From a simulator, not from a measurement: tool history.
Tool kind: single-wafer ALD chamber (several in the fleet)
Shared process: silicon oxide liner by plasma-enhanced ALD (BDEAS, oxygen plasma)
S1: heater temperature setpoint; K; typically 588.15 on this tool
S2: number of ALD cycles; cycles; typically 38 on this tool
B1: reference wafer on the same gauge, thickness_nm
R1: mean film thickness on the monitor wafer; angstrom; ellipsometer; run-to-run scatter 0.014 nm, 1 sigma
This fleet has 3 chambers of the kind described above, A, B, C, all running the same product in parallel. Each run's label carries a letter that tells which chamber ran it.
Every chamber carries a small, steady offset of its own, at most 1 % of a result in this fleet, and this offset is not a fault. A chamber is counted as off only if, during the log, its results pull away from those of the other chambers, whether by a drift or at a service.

{"run": "1A", "hour": 9.3, "S1": 588.15, "S2": 38, "B1": 3.2418, "R1": 34.276}
{"run": "2B", "hour": 18.0, "S1": 588.15, "S2": 38, "B1": 3.2413, "R1": 34.579}
{"run": "3C", "hour": 24.8, "S1": 588.15, "S2": 38, "B1": 3.2411, "R1": 34.892}
{"run": "4C", "hour": 33.4, "S1": 588.15, "S2": 38, "B1": 3.239, "R1": 34.947}
{"run": "5B", "hour": 41.8, "S1": 588.15, "S2": 38, "B1": 3.2372, "R1": 34.846}
{"run": "6A", "hour": 49.4, "S1": 588.15, "S2": 33, "B1": 3.2396, "R1": 29.6}
{"run": "7C", "hour": 58.7, "S1": 588.15, "S2": 33, "B1": 3.2403, "R1": 30.284}
{"run": "8A", "hour": 63.7, "S1": 588.15, "S2": 33, "B1": 3.2361, "R1": 29.901}
{"run": "9B", "hour": 73.6, "S1": 588.15, "S2": 38, "B1": 3.2435, "R1": 34.711}
{"run": "10A", "hour": 83.2, "S1": 588.15, "S2": 38, "B1": 3.2412, "R1": 34.4}
{"run": "11B", "hour": 92.9, "S1": 588.15, "S2": 38, "B1": 3.2414, "R1": 35.062}
{"run": "12C", "hour": 100.4, "S1": 588.15, "S2": 38, "B1": 3.2423, "R1": 34.933}
{"run": "13A", "hour": 107.8, "S1": 588.15, "S2": 38, "B1": 3.2412, "R1": 34.102}
{"run": "14C", "hour": 113.4, "S1": 588.15, "S2": 38, "B1": 3.2438, "R1": 34.928}
{"run": "15B", "hour": 119.7, "S1": 588.15, "S2": 38, "B1": 3.2416, "R1": 34.973}
{"run": "16A", "hour": 128.4, "S1": 588.15, "S2": 38, "B1": 3.2427, "R1": 34.385}
{"run": "17C", "hour": 136.4, "S1": 588.15, "S2": 38, "B1": 3.2428, "R1": 34.697}
{"run": "18B", "hour": 143.5, "S1": 588.15, "S2": 38, "B1": 3.2406, "R1": 34.617}
{"run": "19C", "hour": 152.7, "S1": 588.15, "S2": 45, "B1": 3.2407, "R1": 41.313}
{"run": "20B", "hour": 163.1, "S1": 588.15, "S2": 45, "B1": 3.2375, "R1": 41.137}
{"run": "21A", "hour": 170.7, "S1": 588.15, "S2": 45, "B1": 3.2431, "R1": 40.667}
{"run": "22B", "hour": 178.2, "S1": 594.15, "S2": 38, "B1": 3.2392, "R1": 34.656}
{"run": "23C", "hour": 189.3, "S1": 594.15, "S2": 38, "B1": 3.2398, "R1": 34.52}
{"run": "24A", "hour": 196.8, "S1": 594.15, "S2": 38, "B1": 3.2419, "R1": 33.962}
{"run": "25B", "hour": 201.9, "S1": 588.15, "S2": 38, "B1": 3.2437, "R1": 34.888}
{"run": "26C", "hour": 208.2, "S1": 588.15, "S2": 38, "B1": 3.2406, "R1": 34.872}
{"run": "27A", "hour": 215.0, "S1": 588.15, "S2": 38, "B1": 3.2398, "R1": 34.176}
{"run": "28A", "hour": 221.1, "S1": 588.15, "S2": 38, "B1": 3.2394, "R1": 34.265}
{"run": "29C", "hour": 230.1, "S1": 596.15, "S2": 33, "B1": 3.2393, "R1": 29.927}
{"run": "30B", "hour": 237.6, "S1": 596.15, "S2": 33, "B1": 3.2407, "R1": 30.138}
{"run": "31B", "hour": 242.9, "S1": 596.15, "S2": 33, "B1": 3.24, "R1": 30.064}
{"run": "32A", "hour": 249.8, "S1": 582.15, "S2": 35, "B1": 3.2393, "R1": 31.906}
{"run": "33C", "hour": 257.2, "S1": 582.15, "S2": 35, "B1": 3.2402, "R1": 32.669}
{"run": "34C", "hour": 264.1, "S1": 582.15, "S2": 35, "B1": 3.2393, "R1": 32.593}
{"run": "35A", "hour": 271.5, "S1": 588.15, "S2": 38, "B1": 3.2396, "R1": 34.171}
{"run": "36B", "hour": 278.2, "S1": 588.15, "S2": 44, "B1": 3.2417, "R1": 40.155}
{"run": "37C", "hour": 284.1, "S1": 588.15, "S2": 44, "B1": 3.2415, "R1": 40.465}
{"run": "38A", "hour": 293.2, "S1": 588.15, "S2": 44, "B1": 3.2425, "R1": 39.995}
{"run": "39B", "hour": 299.3, "S1": 588.15, "S2": 38, "B1": 3.241, "R1": 34.906}

Next, every chamber runs the same settings. What will each give?
{"run": "40A", "hour": 307.4, "S1": 588.15, "S2": 35, "R1": "?"}
{"run": "40B", "hour": 307.4, "S1": 588.15, "S2": 35, "R1": "?"}
{"run": "40C", "hour": 307.4, "S1": 588.15, "S2": 35, "R1": "?"}

run=40A R1=31.646
run=40B R1=32.031
run=40C R1=32.137
